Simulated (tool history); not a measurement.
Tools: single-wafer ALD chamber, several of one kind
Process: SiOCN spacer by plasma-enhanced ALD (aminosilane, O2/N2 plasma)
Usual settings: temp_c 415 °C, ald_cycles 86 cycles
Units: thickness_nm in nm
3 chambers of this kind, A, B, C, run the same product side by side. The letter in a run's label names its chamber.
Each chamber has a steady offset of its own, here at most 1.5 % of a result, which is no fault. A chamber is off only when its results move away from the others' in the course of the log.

run	hour	temp_c	ald_cycles	hours since the last thermocouple change	read-back reference wafer on the same gauge, thickness_nm	thickness_nm
1C	7.9	415	86	552	4.7433	4.949
2B	17.9	415	86	2891.3	4.7448	4.8971
3A	23	415	86	1440.8	4.7431	4.9464
4C	29.3	415	86	573.4	4.7459	4.9607
5A	34.4	415	86	1452.2	4.7461	4.9497
6B	44.5	415	86	2917.9	4.7461	4.9044
7A	52.3	415	86	1470.1	4.7481	4.9439
8C	57.5	415	86	601.6	4.7483	4.9675
9B	65.7	415	86	2939.1	4.7491	4.9154
10A	74	404	74	1491.8	4.7525	4.3908
11C	82.7	404	74	626.8	4.752	4.4319
12B	90.3	404	74	2963.7	4.756	4.3651
13A	95.2	415	86	1513	4.7546	4.9451
14C	101.2	415	86	645.3	4.7545	4.9712
15B	109	415	86	2982.4	4.7574	4.9102
16C	114.4	415	86	658.5	4.757	4.9615
17B	124.1	415	86	2997.5	4.7576	4.9204
18A	132.6	415	86	1550.4	4.7597	4.9455
19B	138.4	415	86	3011.8	4.7625	4.9168
20C	146.3	415	86	690.4	4.7619	4.983
21A	152.5	415	81	1570.3	4.765	4.6464
22A	162.1	415	81	1579.9	4.7647	4.663
# hour 164.4: chamber B: thermocouple changed; heater temperature recalibrated
23B	169	415	81	4.7	4.7648	4.6405
24C	175.6	415	86	719.7	4.7671	4.9825
25B	180.8	415	86	16.5	4.7668	4.9173
26A	187.3	415	86	1605.1	4.7682	4.9677
27C	197	404	74	741.1	4.7703	4.4412
28B	204.1	404	74	39.8	4.7725	4.3904

Is one chamber off against the others, does the gauge drift, or is nothing wrong? If a chamber is off, say which, and what the likeliest cause is.

The gauge drifts, so all chambers seem to drift together. No chamber is off.
Cause: gauge reads high (%) = 0.683.
